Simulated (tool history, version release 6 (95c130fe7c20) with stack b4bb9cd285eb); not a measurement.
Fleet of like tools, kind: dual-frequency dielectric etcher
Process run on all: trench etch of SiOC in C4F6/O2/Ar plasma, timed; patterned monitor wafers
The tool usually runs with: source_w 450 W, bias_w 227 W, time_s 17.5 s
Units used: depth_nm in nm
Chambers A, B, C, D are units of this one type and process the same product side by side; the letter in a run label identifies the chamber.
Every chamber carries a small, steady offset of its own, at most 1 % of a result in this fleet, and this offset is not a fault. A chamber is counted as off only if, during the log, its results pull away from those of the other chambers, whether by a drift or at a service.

run	hour	source_w	bias_w	time_s	hours since the last wet clean	hours since the last source power generator calibration	hours since the last bias power generator calibration	read-back reference wafer on the same gauge, depth_nm	depth_nm
1A	5.9	450	227	17.5	217.3	3320.6	1401.8	36.491	41.062
2B	16.5	450	227	17.5	228.3	360	2682.3	36.529	40.64
3C	28.2	450	227	17.5	244.4	3269.6	1867.5	36.577	40.806
4D	35.6	450	227	17.5	47.7	287.9	1427.4	36.471	41.123
5B	45.1	450	227	17.5	256.9	388.6	2710.9	36.457	41.212
6C	56.4	450	227	17.5	272.6	3297.8	1895.7	36.496	40.6
7D	64.5	450	227	17.5	76.6	316.8	1456.3	36.53	41.203
8A	76.5	450	227	17.5	287.9	3391.2	1472.4	36.506	40.569
9D	88.1	450	227	17.5	100.2	340.4	1479.9	36.484	41.058
10C	95.5	450	227	17.5	311.7	3336.9	1934.8	36.516	40.553
11B	100.8	450	227	17.5	312.6	444.3	2766.6	36.506	40.627
12A	108.7	450	264	13.5	320.1	3423.4	1504.6	36.503	33.168
13D	118.3	450	264	13.5	130.4	370.6	1510.1	36.441	33.467
14C	129.8	450	264	13.5	346	3371.2	1969.1	36.502	33.217
15A	138.7	450	264	13.5	350.1	3453.4	1534.6	36.504	33.33
16B	144	450	227	17.5	355.8	487.5	2809.8	36.491	41.257
# hour 146.8: chamber C: wet clean of the chamber
17C	155	450	227	17.5	8.2	3396.4	1994.3	36.495	40.811
18A	162.4	450	227	17.5	373.8	3477.1	1558.3	36.546	41.27
19D	171.9	450	227	17.5	184	424.2	1563.7	36.523	40.816
20B	182.4	450	227	17.5	394.2	525.9	2848.2	36.51	40.936
# hour 189: chamber C: bias power generator calibrated
21A	190.8	450	227	17.5	402.2	3505.5	1586.7	36.52	41.139
22D	202.2	420	258	17.5	214.3	454.5	1594	36.54	41.635
23C	211.6	420	258	17.5	64.8	3453	22.6	36.477	41.084
24B	222.5	420	258	17.5	434.3	566	2888.3	36.429	41.577
25D	234.1	420	258	17.5	246.2	486.4	1625.9	36.419	42.153
26A	244.6	480	258	17.5	456	3559.3	1640.5	36.508	43.806
27B	255.4	480	258	17.5	467.2	598.9	2921.2	36.515	43.996

All 4 chambers run these settings next. Forecast each chamber's results:
28A	263.9	450	227	17.5					?
28B	263.9	450	227	17.5					?
28C	263.9	450	227	17.5					?
28D	263.9	450	227	17.5					?

run	depth_nm
28A	40.664
28B	40.511
28C	40.894
28D	41.371
